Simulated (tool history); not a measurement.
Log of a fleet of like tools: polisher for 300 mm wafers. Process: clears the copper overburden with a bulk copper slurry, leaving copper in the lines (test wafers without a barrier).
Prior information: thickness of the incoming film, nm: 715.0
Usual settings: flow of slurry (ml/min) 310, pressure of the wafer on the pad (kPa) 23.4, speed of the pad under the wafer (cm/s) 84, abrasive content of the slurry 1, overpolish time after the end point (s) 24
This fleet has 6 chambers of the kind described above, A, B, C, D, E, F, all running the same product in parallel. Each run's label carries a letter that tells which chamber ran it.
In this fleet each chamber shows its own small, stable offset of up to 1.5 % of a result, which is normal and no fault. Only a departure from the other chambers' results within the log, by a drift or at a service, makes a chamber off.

run	hour	flow of slurry (ml/min)	pressure of the wafer on the pad (kPa)	speed of the pad under the wafer (cm/s)	abrasive content of the slurry	overpolish time after the end point (s)	time until the end point was called (s)	dishing of a wide line in a test structure (nm)
# hour 5: chamber F: slurry blender recalibrated
1F	10.2	310	23.4	84	1	24	87.337	107.31
2D	19.4	310	23.4	84	1	24	83.695	106.16
# hour 26.5: chamber A: worn pad replaced by a new one
3B	26.8	310	23.4	84	1	24	85.106	105.93
# hour 27.9: chamber B: worn pad replaced by a new one
# hour 34: chamber E: worn pad replaced by a new one
# hour 34: chamber C: worn pad replaced by a new one
# hour 35.2: chamber F: worn pad replaced by a new one
4E	38.4	310	23.4	84	1	24	86.53	105.85
# hour 40.6: chamber B: slurry blender recalibrated
# hour 45.3: chamber A: slurry nozzle cleaned
5A	46.6	310	23.4	84	1	24	86.816	107.58
# hour 53.7: chamber D: worn pad replaced by a new one
6C	54.1	310	23.4	84	1	24	83.26	106.21
7E	59.4	310	23.4	84	1	24	87.068	108.35
8D	71.3	310	23.4	84	1	24	82.962	104.72
9B	77.1	310	23.4	84	1	24	84.964	106.45
# hour 82.7: chamber C: slurry blender recalibrated
10A	84.4	310	23.4	84	1	24	83.982	107.41
11F	96.6	310	23.4	84	1	24	86.492	109.4
# hour 101.1: chamber F: worn pad replaced by a new one
12C	104.9	310	23.4	84	1	24	87.18	106.22
# hour 106.6: chamber E: head pressure recalibrated
13E	113.3	260	23.4	84	1	32	89.103	126.15
# hour 119.4: chamber D: slurry blender recalibrated
# hour 122.9: chamber B: head pressure recalibrated
14D	123.6	260	23.4	84	1	32	85.83	122.07
15C	134.3	260	23.4	84	1	32	85.356	122.38
# hour 137.8: chamber B: worn pad replaced by a new one
# hour 142: chamber F: head pressure recalibrated
# hour 143: chamber C: slurry nozzle cleaned
16A	145.8	260	23.4	84	1	32	87.865	123.49
# hour 148.9: chamber F: slurry nozzle cleaned
17B	156.6	260	23.4	84	1	32	87.687	124.71
18F	166.5	260	23.4	84	1	32	86.689	126.61
# hour 167.2: chamber F: worn pad replaced by a new one
19E	178.6	310	23.4	98	1	32	73.173	135.97
20C	185.7	310	23.4	98	1	32	73.378	137.26
# hour 195.1: chamber D: worn pad replaced by a new one
# hour 195.4: chamber A: worn pad replaced by a new one
21B	197.1	310	23.4	98	1	32	74.551	133.55
# hour 199.2: chamber E: slurry blender recalibrated
22F	203.4	310	23.4	98	1	32	72.36	135.38
23A	211.6	310	23.4	98	1	32	73.656	133.65
# hour 215.1: chamber C: slurry blender recalibrated
# hour 215.8: chamber C: worn pad replaced by a new one
24D	220.6	310	23.4	98	1	32	73.05	138.18
# hour 222.4: chamber A: slurry blender recalibrated
# hour 224.1: chamber B: slurry blender recalibrated
# hour 227.2: chamber E: worn pad replaced by a new one
25B	229.7	310	23.4	66	1	24	109.12	90.548
26D	236	310	23.4	66	1	24	109.09	88.425
# hour 236.9: chamber B: worn pad replaced by a new one
# hour 238.2: chamber F: worn pad replaced by a new one
27A	244.5	310	23.4	66	1	24	108.15	92.253
28E	251	310	23.4	66	1	24	107.56	93.198
29F	263	310	23.4	66	1	24	107.61	93.21
30C	272.3	310	23.4	66	1	24	106.64	90.773
# hour 278.6: chamber D: slurry nozzle cleaned
31C	282.8	310	23.4	84	1	24	84.5	108.11
32D	293.5	310	23.4	84	1.1	37	83.123	132.37
# hour 300.6: chamber D: slurry blender recalibrated
33F	304.2	310	23.4	84	1.1	37	85.258	136.47
# hour 313.7: chamber F: worn pad replaced by a new one
34A	314.4	310	23.4	84	1.1	37	84.522	136.04
35B	325.4	310	23.4	84	1.1	37	85.8	138.78
# hour 333: chamber F: slurry blender recalibrated
36E	336.4	310	23.4	84	1.1	37	84.833	135.23
37F	346.6	310	23.4	84	1.1	37	82.267	135.93
# hour 349.8: chamber B: worn pad replaced by a new one
# hour 352.2: chamber C: slurry blender recalibrated
# hour 357.2: chamber D: worn pad replaced by a new one
38D	358	310	23.4	84	1	24	87.027	103.78
# hour 363: chamber C: worn pad replaced by a new one
39B	364.5	310	23.4	84	1	24	86.749	108.25
# hour 369.1: chamber A: head pressure recalibrated
40A	376.4	310	23.4	84	1	24	84.047	105.5
41C	387.4	310	23.4	84	1	24	84.83	105.15

Does one chamber stand apart from the rest, does the shared gauge drift, or is all well apart from small per-chamber offsets? Give the chamber and the most likely cause, where there is one.

Neither any chamber nor the gauge drifts; the chambers differ only by their own small, steady offsets.

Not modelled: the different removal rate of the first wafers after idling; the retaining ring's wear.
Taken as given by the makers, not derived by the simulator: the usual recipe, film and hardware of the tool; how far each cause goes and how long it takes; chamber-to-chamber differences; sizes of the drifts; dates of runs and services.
